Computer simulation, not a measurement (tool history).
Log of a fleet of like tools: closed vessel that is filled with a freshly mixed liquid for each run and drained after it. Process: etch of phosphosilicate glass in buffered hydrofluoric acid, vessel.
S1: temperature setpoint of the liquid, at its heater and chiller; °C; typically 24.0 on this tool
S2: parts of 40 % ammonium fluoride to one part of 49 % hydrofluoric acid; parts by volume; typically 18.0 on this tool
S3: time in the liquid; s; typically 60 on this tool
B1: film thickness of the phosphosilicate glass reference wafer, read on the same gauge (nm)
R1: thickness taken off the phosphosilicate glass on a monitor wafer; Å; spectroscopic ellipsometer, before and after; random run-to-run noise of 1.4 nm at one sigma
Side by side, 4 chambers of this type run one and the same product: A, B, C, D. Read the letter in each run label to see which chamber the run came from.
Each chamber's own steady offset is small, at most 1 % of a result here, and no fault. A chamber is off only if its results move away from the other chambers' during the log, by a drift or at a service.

| run | hour | S1 | S2 | S3 | B1 | R1 |
|---|---|---|---|---|---|---|
| 1C | 6.7 | 24.0 | 18.0 | 60 | 119.99 | 1692.3 |
| 2B | 19.1 | 24.0 | 18.0 | 60 | 120.00 | 1753.3 |
| 3D | 25.7 | 24.0 | 18.0 | 60 | 120.02 | 1735.8 |
| 4A | 33.7 | 24.0 | 18.0 | 60 | 120.00 | 1706.2 |
| 5C | 44.1 | 24.0 | 22.5 | 45 | 119.98 | 1065.5 |
| 6B | 56.3 | 24.0 | 22.5 | 45 | 120.00 | 1074.5 |
|  | 62.3 | chamber B: thermometer replaced |
| 7D | 66.7 | 24.0 | 22.5 | 45 | 120.02 | 1080.5 |
| 8A | 74.9 | 24.0 | 22.5 | 45 | 119.98 | 1077.2 |
| 9B | 87.9 | 24.0 | 18.0 | 60 | 120.01 | 1735.0 |
| 10A | 96.1 | 24.0 | 18.0 | 60 | 119.99 | 1728.4 |
| 11D | 103.8 | 26.5 | 18.0 | 90 | 120.01 | 2980.5 |
| 12C | 117.2 | 26.5 | 18.0 | 90 | 119.99 | 2908.3 |
| 13C | 130.4 | 26.5 | 18.0 | 90 | 120.00 | 2932.4 |
| 14A | 142.8 | 26.5 | 18.0 | 90 | 119.98 | 2959.1 |
| 15B | 153.3 | 24.0 | 11.0 | 60 | 120.00 | 2784.0 |
| 16D | 161.8 | 24.0 | 11.0 | 60 | 120.02 | 2791.1 |
| 17A | 169.8 | 24.0 | 11.0 | 60 | 120.03 | 2684.5 |
| 18D | 175.8 | 24.0 | 11.0 | 60 | 119.99 | 2811.3 |
| 19C | 187.1 | 27.0 | 18.0 | 75 | 119.99 | 2470.8 |
| 20B | 199.6 | 27.0 | 18.0 | 75 | 120.04 | 2526.8 |
| 21A | 209.0 | 27.0 | 18.0 | 75 | 120.00 | 2453.8 |
| 22B | 216.2 | 27.0 | 18.0 | 75 | 119.99 | 2547.3 |
| 23C | 223.0 | 21.5 | 18.0 | 75 | 120.01 | 1885.9 |
| 24D | 234.7 | 21.5 | 18.0 | 75 | 119.97 | 1881.7 |
| 25C | 247.3 | 21.5 | 18.0 | 75 | 120.01 | 1846.0 |
| 26D | 257.4 | 21.5 | 18.0 | 75 | 119.98 | 1886.7 |
| 27B | 270.4 | 24.0 | 18.0 | 60 | 120.00 | 1733.5 |
| 28A | 279.8 | 24.0 | 18.0 | 60 | 120.03 | 1593.9 |
| 29D | 286.0 | 19.5 | 13.0 | 60 | 120.02 | 1850.8 |
| 30A | 295.0 | 19.5 | 13.0 | 60 | 119.99 | 1699.3 |
| 31B | 301.3 | 19.5 | 13.0 | 60 | 119.99 | 1846.2 |
|  | 306.8 | chamber A: thermometer replaced |
| 32C | 313.0 | 19.5 | 13.0 | 60 | 119.98 | 1831.7 |
| 33B | 323.5 | 24.0 | 18.0 | 60 | 119.98 | 1739.2 |
| 34A | 332.2 | 24.0 | 18.0 | 60 | 120.01 | 1595.9 |
| 35C | 344.4 | 24.0 | 18.0 | 60 | 120.01 | 1730.6 |

Predict what each chamber gives when all 4 of them run the settings below next.
| 36A | 353.9 | 24.0 | 18.0 | 60 |  | ? |
| 36B | 353.9 | 24.0 | 18.0 | 60 |  | ? |
| 36C | 353.9 | 24.0 | 18.0 | 60 |  | ? |
| 36D | 353.9 | 24.0 | 18.0 | 60 |  | ? |

| run | R1 |
|---|---|
| 36A | 1558.2 |
| 36B | 1731.0 |
| 36C | 1679.0 |
| 36D | 1727.2 |

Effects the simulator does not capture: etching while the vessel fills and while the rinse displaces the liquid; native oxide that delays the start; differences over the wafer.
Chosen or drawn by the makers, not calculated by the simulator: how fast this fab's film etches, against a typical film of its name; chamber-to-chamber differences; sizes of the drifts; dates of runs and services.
